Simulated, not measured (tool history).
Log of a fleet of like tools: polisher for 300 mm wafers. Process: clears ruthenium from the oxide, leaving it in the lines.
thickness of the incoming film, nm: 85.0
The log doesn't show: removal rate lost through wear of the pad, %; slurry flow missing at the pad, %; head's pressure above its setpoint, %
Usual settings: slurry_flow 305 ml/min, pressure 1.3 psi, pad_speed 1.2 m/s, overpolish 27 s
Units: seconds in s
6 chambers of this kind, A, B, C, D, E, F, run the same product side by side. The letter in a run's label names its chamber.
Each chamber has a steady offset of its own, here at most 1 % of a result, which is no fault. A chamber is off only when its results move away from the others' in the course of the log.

| run | hour | slurry_flow | pressure | pad_speed | overpolish | wafers polished on this pad | hours since the slurry nozzle was cleaned | hours since the head pressure was calibrated | seconds |
|---|---|---|---|---|---|---|---|---|---|
| 1E | 9.9 | 305 | 1.3 | 1.2 | 27 | 1024 | 547.3 | 897.2 | 113.06 |
|  | 15.6 | chamber B: worn pad replaced by a new one |
| 2D | 17.4 | 305 | 1.3 | 1.2 | 27 | 782 | 347.8 | 453.6 | 114.06 |
|  | 19.2 | chamber F: worn pad replaced by a new one |
|  | 20.4 | chamber D: slurry nozzle cleaned |
| 3A | 26.3 | 305 | 1.3 | 1.2 | 27 | 872 | 167.7 | 101.0 | 112.36 |
|  | 31.3 | chamber B: head pressure recalibrated |
| 4B | 40.1 | 305 | 1.3 | 1.2 | 27 | 225 | 69.6 | 8.9 | 114.81 |
|  | 44.9 | chamber A: worn pad replaced by a new one |
|  | 48.8 | chamber E: worn pad replaced by a new one |
| 5C | 53.7 | 305 | 1.3 | 1.2 | 27 | 804 | 595.7 | 951.9 | 109.27 |
|  | 54.8 | chamber D: worn pad replaced by a new one |
| 6F | 70.4 | 305 | 1.1 | 1.2 | 22 | 470 | 243.3 | 159.8 | 132.31 |
|  | 72.1 | chamber C: worn pad replaced by a new one |
| 7E | 86.9 | 305 | 1.1 | 1.2 | 22 | 350 | 624.3 | 974.2 | 136.47 |
| 8F | 100.5 | 305 | 1.1 | 1.2 | 22 | 746 | 273.4 | 189.9 | 131.91 |
|  | 100.8 | chamber F: worn pad replaced by a new one |
|  | 105.6 | chamber B: worn pad replaced by a new one |
|  | 107.9 | chamber A: slurry nozzle cleaned |
| 9B | 110.6 | 305 | 1.1 | 1.2 | 22 | 46 | 140.1 | 79.4 | 131.82 |
| 10D | 123.9 | 305 | 1.1 | 1.2 | 22 | 634 | 103.6 | 560.1 | 133.67 |
|  | 127.9 | chamber E: slurry nozzle cleaned |
| 11C | 131.6 | 305 | 1.1 | 1.2 | 22 | 546 | 673.6 | 1029.8 | 129.86 |
| 12A | 142.6 | 305 | 1.3 | 1.2 | 27 | 897 | 34.7 | 217.3 | 109.49 |
| 13D | 152.9 | 305 | 1.3 | 1.2 | 27 | 901 | 132.6 | 589.1 | 113.60 |
|  | 161.9 | chamber A: worn pad replaced by a new one |
| 14A | 163.9 | 305 | 1.3 | 1.2 | 27 | 18 | 56.0 | 238.6 | 108.93 |
| 15E | 178.8 | 305 | 1.3 | 1.2 | 27 | 1194 | 50.9 | 1066.1 | 115.15 |
|  | 179.5 | chamber C: slurry nozzle cleaned |
|  | 179.7 | chamber F: worn pad replaced by a new one |
|  | 182.3 | chamber D: worn pad replaced by a new one |
| 16C | 188.6 | 305 | 1.3 | 1.2 | 19 | 1070 | 9.1 | 1086.8 | 110.24 |
|  | 189.2 | chamber C: worn pad replaced by a new one |
|  | 202.2 | chamber B: worn pad replaced by a new one |
| 17B | 204.0 | 305 | 1.3 | 1.2 | 19 | 16 | 233.5 | 172.8 | 113.72 |
|  | 210.8 | chamber E: worn pad replaced by a new one |
| 18F | 214.0 | 305 | 1.3 | 1.2 | 19 | 315 | 386.9 | 303.4 | 110.89 |
| 19C | 225.2 | 305 | 1.3 | 1.2 | 19 | 331 | 45.7 | 1123.4 | 111.84 |
|  | 230.4 | chamber D: head pressure recalibrated |
| 20D | 232.5 | 305 | 1.3 | 1.2 | 19 | 461 | 212.2 | 2.1 | 113.01 |
| 21B | 242.7 | 305 | 1.3 | 1.2 | 19 | 371 | 272.2 | 211.5 | 112.46 |
| 22A | 255.3 | 305 | 1.3 | 1.2 | 27 | 858 | 147.4 | 330.0 | 107.82 |
|  | 262.5 | chamber F: worn pad replaced by a new one |
| 23F | 264.9 | 305 | 1.3 | 1.2 | 27 | 22 | 437.8 | 354.3 | 112.12 |
|  | 275.8 | chamber A: worn pad replaced by a new one |
| 24E | 276.6 | 305 | 1.3 | 1.2 | 27 | 604 | 148.7 | 1163.9 | 115.39 |
|  | 284.5 | chamber B: worn pad replaced by a new one |
| 25E | 292.4 | 305 | 1.3 | 1.2 | 27 | 749 | 164.5 | 1179.7 | 114.23 |
|  | 293.2 | chamber D: worn pad replaced by a new one |
| 26D | 300.4 | 305 | 1.3 | 1.2 | 27 | 66 | 280.1 | 70.0 | 115.51 |
|  | 305.5 | chamber C: worn pad replaced by a new one |
| 27C | 314.3 | 305 | 1.3 | 1.2 | 27 | 81 | 134.8 | 1212.5 | 111.04 |
|  | 329.7 | chamber A: slurry nozzle cleaned |
| 28B | 330.4 | 305 | 1.3 | 1.2 | 27 | 422 | 359.9 | 299.2 | 113.55 |
| 29F | 340.9 | 305 | 1.3 | 1.2 | 27 | 720 | 513.8 | 430.3 | 111.48 |
|  | 346.5 | chamber E: worn pad replaced by a new one |
| 30A | 353.6 | 305 | 1.3 | 1.2 | 27 | 714 | 23.9 | 428.3 | 106.17 |
|  | 354.3 | chamber F: worn pad replaced by a new one |
|  | 363.8 | chamber B: worn pad replaced by a new one |
| 31E | 369.6 | 305 | 1.3 | 1.2 | 27 | 212 | 241.7 | 1256.9 | 111.92 |
|  | 380.8 | chamber D: slurry nozzle cleaned |
| 32B | 381.6 | 305 | 1.3 | 1.2 | 27 | 163 | 411.1 | 350.4 | 112.60 |
|  | 385.1 | chamber A: worn pad replaced by a new one |
| 33C | 391.2 | 305 | 1.3 | 1.2 | 27 | 787 | 211.7 | 1289.4 | 112.36 |
| 34F | 403.1 | 305 | 0.8 | 1.2 | 42 | 448 | 576.0 | 492.5 | 184.72 |
| 35A | 416.1 | 305 | 0.8 | 1.2 | 42 | 284 | 86.4 | 490.8 | 169.30 |
|  | 418.0 | chamber D: worn pad replaced by a new one |
| 36D | 430.8 | 305 | 0.8 | 1.2 | 42 | 118 | 50.0 | 200.4 | 187.47 |
| 37E | 441.9 | 305 | 0.8 | 1.2 | 42 | 876 | 314.0 | 1329.2 | 188.13 |
| 38D | 452.9 | 305 | 0.8 | 1.2 | 42 | 321 | 72.1 | 222.5 | 184.96 |

What goes on in this fleet: one chamber off, a drifting gauge, or nothing beyond the chambers' own small offsets? Name the chamber and the cause, if any.

Chamber A drifts away from the others.
Cause: head's pressure above its setpoint, % = 8.1.

Here are 4 candidates for chamber A's next run, each the usual settings with a change, their results left as question marks. Which one brings its results back in line with what the others give on the usual settings?
In line means no further than this from the other chambers' mean on the usual settings: seconds 4.500 s
| 39A-1 | 464.9 | 305 | 1.2 | 1.20 | 27 |  |  |  | ? |
| 39A-2 | 464.9 | 305 | 1.4 | 1.28 | 27 |  |  |  | ? |
| 39A-3 | 464.9 | 305 | 1.4 | 1.20 | 27 |  |  |  | ? |
| 39A-4 | 464.9 | 305 | 1.2 | 1.12 | 27 |  |  |  | ? |

The other chambers' mean on the usual settings: seconds 112.580 s
| run | seconds |
|---|---|
| 39A-1 | 112.880 |
| 39A-2 | 90.875 |
| 39A-3 | 96.980 |
| 39A-4 | 121.010 |
39A-1 brings the chamber back in line.
